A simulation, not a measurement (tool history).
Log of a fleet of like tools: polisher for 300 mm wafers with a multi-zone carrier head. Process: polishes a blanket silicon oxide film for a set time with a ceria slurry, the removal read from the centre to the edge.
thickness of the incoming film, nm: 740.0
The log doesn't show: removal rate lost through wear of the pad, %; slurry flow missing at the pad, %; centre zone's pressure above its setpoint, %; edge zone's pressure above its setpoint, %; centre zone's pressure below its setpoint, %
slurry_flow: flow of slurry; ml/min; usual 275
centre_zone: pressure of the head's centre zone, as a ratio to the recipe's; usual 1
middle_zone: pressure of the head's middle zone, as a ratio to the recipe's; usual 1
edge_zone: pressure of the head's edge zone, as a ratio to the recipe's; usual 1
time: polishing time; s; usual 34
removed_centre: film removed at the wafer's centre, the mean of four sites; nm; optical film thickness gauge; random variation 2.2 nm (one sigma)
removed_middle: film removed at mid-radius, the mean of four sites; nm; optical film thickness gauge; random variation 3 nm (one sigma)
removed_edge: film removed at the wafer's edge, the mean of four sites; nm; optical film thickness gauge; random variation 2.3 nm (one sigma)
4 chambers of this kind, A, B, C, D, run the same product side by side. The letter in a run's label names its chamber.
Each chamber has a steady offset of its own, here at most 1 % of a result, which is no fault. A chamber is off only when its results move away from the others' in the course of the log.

| run | hour | slurry_flow | centre_zone | middle_zone | edge_zone | time | wafers polished on this pad | hours since the slurry nozzle was cleaned | hours since the centre zone pressure was calibrated | hours since the edge zone pressure was calibrated | removed_centre | removed_middle | removed_edge |
|---|---|---|---|---|---|---|---|---|---|---|---|---|---|
|  | 1.4 | chamber D: worn pad replaced by a new one |
| 1B | 9.7 | 275 | 1 | 1 | 1 | 34 | 776 | 262.8 | 492.8 | 361.9 | 233.37 | 234.93 | 233.01 |
| 2A | 17.9 | 275 | 1 | 1 | 1 | 34 | 1021 | 169.4 | 991.4 | 58 | 231.27 | 230.02 | 233.38 |
|  | 23 | chamber A: worn pad replaced by a new one |
|  | 23.1 | chamber B: slurry nozzle cleaned |
| 3C | 27.5 | 275 | 1 | 1 | 1 | 34 | 887 | 100.7 | 963.6 | 84.1 | 232.06 | 236.3 | 234.28 |
| 4D | 37.8 | 275 | 1 | 1 | 1 | 34 | 397 | 147.4 | 197.8 | 651.7 | 234.67 | 241.96 | 236.15 |
| 5D | 48.7 | 275 | 1 | 1 | 1 | 34 | 516 | 158.3 | 208.7 | 662.6 | 235.91 | 236.16 | 235.74 |
| 6B | 55.4 | 275 | 0.96 | 1 | 1 | 34 | 1275 | 32.3 | 538.5 | 407.6 | 225.94 | 233.99 | 232.49 |
|  | 61.8 | chamber B: worn pad replaced by a new one |
| 7C | 65.8 | 275 | 0.96 | 1 | 1 | 34 | 1304 | 139 | 1001.9 | 122.4 | 218.97 | 231.15 | 231.33 |
| 8A | 72.7 | 275 | 0.96 | 1 | 1 | 34 | 541 | 224.2 | 1046.2 | 112.8 | 221.03 | 228.46 | 229.81 |
|  | 78.6 | chamber A: slurry nozzle cleaned |
| 9C | 79.4 | 275 | 0.96 | 1 | 1 | 34 | 1453 | 152.6 | 1015.5 | 136 | 218.01 | 228.96 | 225.84 |
|  | 85.9 | chamber D: worn pad replaced by a new one |
| 10B | 90.6 | 275 | 1 | 1 | 1 | 34 | 315 | 67.5 | 573.7 | 442.8 | 231.52 | 235.82 | 234.62 |
| 11D | 97.7 | 275 | 1 | 1 | 1 | 34 | 129 | 207.3 | 257.7 | 711.6 | 233.61 | 236.87 | 235.85 |
| 12A | 103.8 | 275 | 1 | 1 | 1 | 34 | 880 | 25.3 | 1077.3 | 143.9 | 231.34 | 238.1 | 229.65 |
| 13C | 109 | 275 | 1.06 | 1 | 1 | 41 | 1775 | 182.2 | 1045.1 | 165.6 | 289.14 | 271.44 | 269.67 |
| 14B | 117.8 | 275 | 1.06 | 1 | 1 | 41 | 611 | 94.7 | 600.9 | 470 | 300.36 | 282.13 | 283.04 |
| 15A | 125.8 | 275 | 1.06 | 1 | 1 | 41 | 1120 | 47.3 | 1099.3 | 165.9 | 301.5 | 280.41 | 280.48 |
|  | 128.3 | chamber A: worn pad replaced by a new one |
| 16D | 137.1 | 275 | 1.06 | 1 | 1 | 41 | 559 | 246.7 | 297.1 | 751 | 301.81 | 283.88 | 281.07 |
| 17A | 144.4 | 275 | 1.05 | 1 | 1 | 34 | 175 | 65.9 | 1117.9 | 184.5 | 249.84 | 231.98 | 233.11 |
| 18B | 155.5 | 275 | 1.05 | 1 | 1 | 34 | 1022 | 132.4 | 638.6 | 507.7 | 249.46 | 234.58 | 238.57 |
| 19D | 166.4 | 275 | 1.05 | 1 | 1 | 34 | 878 | 276 | 326.4 | 780.3 | 245.36 | 232.73 | 238.63 |
|  | 169.3 | chamber D: worn pad replaced by a new one |
| 20C | 172.7 | 275 | 1.05 | 1 | 1 | 34 | 2470 | 245.9 | 1108.8 | 229.3 | 223.53 | 212.55 | 212.38 |
| 21B | 181.8 | 275 | 1.11 | 1 | 1 | 34 | 1309 | 158.7 | 664.9 | 534 | 263.05 | 232.71 | 230.41 |
| 22A | 187.9 | 275 | 1.11 | 1 | 1 | 34 | 650 | 109.4 | 1161.4 | 228 | 264.68 | 236.88 | 231.49 |
|  | 188.2 | chamber D: edge zone pressure recalibrated |
| 23D | 193.2 | 275 | 1.11 | 1 | 1 | 34 | 261 | 302.8 | 353.2 | 5.1 | 262.09 | 236.79 | 237.16 |
| 24C | 201.4 | 275 | 1.11 | 1 | 1 | 34 | 2783 | 274.6 | 1137.5 | 258 | 230.72 | 205.35 | 204.18 |

What goes on in this fleet: one chamber off, a drifting gauge, or nothing beyond the chambers' own small offsets? Name the chamber and the cause, if any.

Chamber C drifts away from the others.
Cause: removal rate lost through wear of the pad, % = 12.5.

Here are 4 candidates for chamber C's next run, each the usual settings with a change, their results left as question marks. Which one brings its results back in line with what the others give on the usual settings?
In line means no further than this from the other chambers' mean on the usual settings: removed_centre 7.5 nm; removed_middle 10 nm; removed_edge 8.2 nm
| 25C-1 | 209.5 | 285 | 1.01 | 1.01 | 1.01 | 45 |  |  |  |  | ? | ? | ? |
| 25C-2 | 209.5 | 270 | 0.99 | 0.99 | 0.99 | 26 |  |  |  |  | ? | ? | ? |
| 25C-3 | 209.5 | 280 | 1 | 1.01 | 1 | 39 |  |  |  |  | ? | ? | ? |
| 25C-4 | 209.5 | 270 | 1 | 1 | 1 | 30 |  |  |  |  | ? | ? | ? |

The other chambers' mean on the usual settings: removed_centre 233.62 nm; removed_middle 234.57 nm; removed_edge 233.93 nm
| run | removed_centre | removed_middle | removed_edge |
|---|---|---|---|
| 25C-1 | 275.29 | 274.89 | 272.63 |
| 25C-2 | 154.6 | 155.11 | 155.23 |
| 25C-3 | 235.52 | 237.82 | 234.71 |
| 25C-4 | 180.37 | 180.59 | 180.04 |
25C-3 brings the chamber back in line.
